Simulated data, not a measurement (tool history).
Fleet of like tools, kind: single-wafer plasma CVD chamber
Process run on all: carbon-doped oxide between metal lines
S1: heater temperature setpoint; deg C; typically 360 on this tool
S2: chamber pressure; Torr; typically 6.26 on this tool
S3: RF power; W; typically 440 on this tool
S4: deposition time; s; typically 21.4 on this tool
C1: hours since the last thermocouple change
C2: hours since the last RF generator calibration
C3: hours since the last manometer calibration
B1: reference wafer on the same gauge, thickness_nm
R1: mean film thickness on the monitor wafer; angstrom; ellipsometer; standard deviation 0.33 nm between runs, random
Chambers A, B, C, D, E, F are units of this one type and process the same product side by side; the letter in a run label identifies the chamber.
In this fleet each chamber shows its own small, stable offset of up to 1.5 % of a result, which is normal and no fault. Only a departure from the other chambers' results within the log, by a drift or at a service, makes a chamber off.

| run | day | S1 | S2 | S3 | S4 | C1 | C2 | C3 | B1 | R1 |
|---|---|---|---|---|---|---|---|---|---|---|
| 1C | 0.196 | 360 | 6.26 | 440 | 21.4 | 1201.6 | 1043.6 | 2201.5 | 111.93 | 994.34 |
| 2B | 0.383 | 360 | 6.26 | 440 | 21.4 | 1577.4 | 552.7 | 460.0 | 112.00 | 1008.10 |
| 3E | 0.671 | 360 | 6.26 | 440 | 21.4 | 416.8 | 1224.7 | 2168.7 | 111.96 | 1009.40 |
| 4D | 1.021 | 360 | 6.26 | 440 | 21.4 | 856.8 | 899.4 | 879.1 | 112.02 | 995.97 |
| 5A | 1.279 | 360 | 6.26 | 440 | 21.4 | 1022.4 | 163.3 | 1304.2 | 111.97 | 1002.10 |
| 6F | 1.633 | 360 | 6.26 | 440 | 21.4 | 684.5 | 248.9 | 2102.2 | 111.87 | 1004.30 |
| 7E | 1.817 | 360 | 6.26 | 440 | 21.4 | 444.3 | 1252.2 | 2196.2 | 111.99 | 1009.30 |
| 8B | 1.988 | 360 | 6.26 | 440 | 21.4 | 1615.9 | 591.2 | 498.5 | 112.04 | 1008.80 |
| 9C | 2.171 | 360 | 6.26 | 440 | 21.4 | 1249.0 | 1091.0 | 2248.9 | 111.98 | 995.11 |
| 10F | 2.508 | 360 | 6.26 | 440 | 21.4 | 705.5 | 269.9 | 2123.2 | 111.97 | 1005.10 |
| 11D | 2.721 | 360 | 6.26 | 440 | 21.4 | 897.6 | 940.2 | 919.9 | 111.93 | 1002.90 |
| 12A | 2.958 | 360 | 6.26 | 440 | 21.4 | 1062.7 | 203.6 | 1344.5 | 112.01 | 1002.60 |
| 13A | 3.300 | 360 | 6.26 | 440 | 21.4 | 1070.9 | 211.8 | 1352.7 | 112.00 | 1004.90 |
| 14F | 3.646 | 360 | 7.47 | 440 | 21.4 | 732.8 | 297.2 | 2150.5 | 112.03 | 1023.90 |
|  | 3.712 | chamber F: capacitance manometer re-zeroed and calibrated |
| 15E | 3.962 | 360 | 7.47 | 440 | 21.4 | 495.8 | 1303.7 | 2247.7 | 112.00 | 1028.10 |
| 16D | 4.271 | 360 | 7.47 | 440 | 21.4 | 934.8 | 977.4 | 957.1 | 111.98 | 1013.10 |
| 17C | 4.654 | 360 | 7.47 | 440 | 21.4 | 1308.6 | 1150.6 | 2308.5 | 112.08 | 1005.90 |
| 18B | 4.883 | 360 | 7.47 | 440 | 21.4 | 1685.4 | 660.7 | 568.0 | 112.05 | 1013.60 |
| 19D | 5.067 | 360 | 7.47 | 440 | 21.4 | 953.9 | 996.5 | 976.2 | 111.93 | 1013.00 |
| 20B | 5.421 | 360 | 6.26 | 440 | 21.4 | 1698.3 | 673.6 | 580.9 | 112.08 | 1000.00 |
| 21C | 5.800 | 360 | 6.26 | 440 | 21.4 | 1336.1 | 1178.1 | 2336.0 | 111.91 | 999.17 |
| 22F | 5.983 | 360 | 6.26 | 440 | 21.4 | 788.9 | 353.3 | 54.5 | 111.94 | 1006.50 |
| 23E | 6.325 | 360 | 6.26 | 440 | 21.4 | 552.5 | 1360.4 | 2304.4 | 111.98 | 1013.00 |
| 24A | 6.675 | 360 | 6.26 | 440 | 21.4 | 1151.9 | 292.8 | 1433.7 | 112.02 | 1005.90 |
| 25E | 7.012 | 360 | 6.26 | 440 | 21.4 | 569.0 | 1376.9 | 2320.9 | 111.96 | 1008.30 |
| 26A | 7.392 | 360 | 6.26 | 440 | 21.4 | 1169.1 | 310.0 | 1450.9 | 112.07 | 1001.50 |
| 27C | 7.654 | 360 | 6.26 | 440 | 21.4 | 1380.6 | 1222.6 | 2380.5 | 111.93 | 994.42 |
| 28D | 7.925 | 360 | 6.26 | 440 | 21.4 | 1022.5 | 1065.1 | 1044.8 | 112.04 | 1003.30 |
|  | 8.125 | chamber B: thermocouple changed; heater temperature recalibrated |
| 29F | 8.233 | 360 | 6.26 | 440 | 21.4 | 842.9 | 407.3 | 108.5 | 112.08 | 1011.00 |
| 30B | 8.533 | 360 | 6.26 | 440 | 21.4 | 9.8 | 748.3 | 655.6 | 111.97 | 978.43 |
| 31C | 8.721 | 360 | 6.79 | 440 | 24.5 | 1406.2 | 1248.2 | 2406.1 | 111.97 | 1137.60 |
| 32F | 9.104 | 360 | 6.79 | 440 | 24.5 | 863.8 | 428.2 | 129.4 | 111.95 | 1154.60 |
| 33D | 9.417 | 360 | 6.79 | 440 | 24.5 | 1058.3 | 1100.9 | 1080.6 | 111.95 | 1148.70 |
| 34A | 9.646 | 360 | 6.79 | 440 | 24.5 | 1223.2 | 364.1 | 1505.0 | 111.97 | 1156.70 |
| 35E | 9.842 | 360 | 6.79 | 440 | 24.5 | 636.9 | 1444.8 | 2388.8 | 111.97 | 1160.40 |
| 36B | 10.083 | 360 | 6.79 | 440 | 24.5 | 47.0 | 785.5 | 692.8 | 111.97 | 1117.10 |
| 37D | 10.321 | 360 | 6.26 | 440 | 21.4 | 1080.0 | 1122.6 | 1102.3 | 112.09 | 998.74 |
| 38E | 10.600 | 360 | 6.26 | 440 | 21.4 | 655.1 | 1463.0 | 2407.0 | 112.03 | 1011.70 |
| 39B | 10.933 | 360 | 6.26 | 440 | 21.4 | 67.4 | 805.9 | 713.2 | 112.14 | 963.21 |
| 40C | 11.108 | 360 | 6.26 | 365 | 21.4 | 1463.5 | 1305.5 | 2463.4 | 112.01 | 861.46 |

Which is it: a chamber that has drifted or been left off by a service, a gauge drift common to all chambers, or only each chamber's usual small offset? If a chamber is off, name it and its likeliest cause.

Little by little, chamber B moves away from the other chambers.
Cause: delivered RF power below the setpoint (%) = 5.68.

Which of the 4 candidates below, each the usual settings with something changed and its results left as question marks, puts chamber B back in line with what the other chambers give on the usual settings?
Maximum distance from the other chambers' mean on the usual settings for a result to count as in line: R1 11.00 angstrom
| 41B-1 | 11.388 | 360 | 6.28 | 450 | 21.9 |  |  |  |  | ? |
| 41B-2 | 11.388 | 360 | 6.21 | 425 | 20.3 |  |  |  |  | ? |
| 41B-3 | 11.388 | 359 | 6.31 | 455 | 22.5 |  |  |  |  | ? |
| 41B-4 | 11.388 | 360 | 6.26 | 440 | 20.6 |  |  |  |  | ? |

On the usual settings, the other chambers give on average: R1 1003.50 angstrom
| run | R1 |
|---|---|
| 41B-1 | 1003.90 |
| 41B-2 | 891.98 |
| 41B-3 | 1042.70 |
| 41B-4 | 929.33 |
41B-1 puts the chamber back in line with the other chambers.
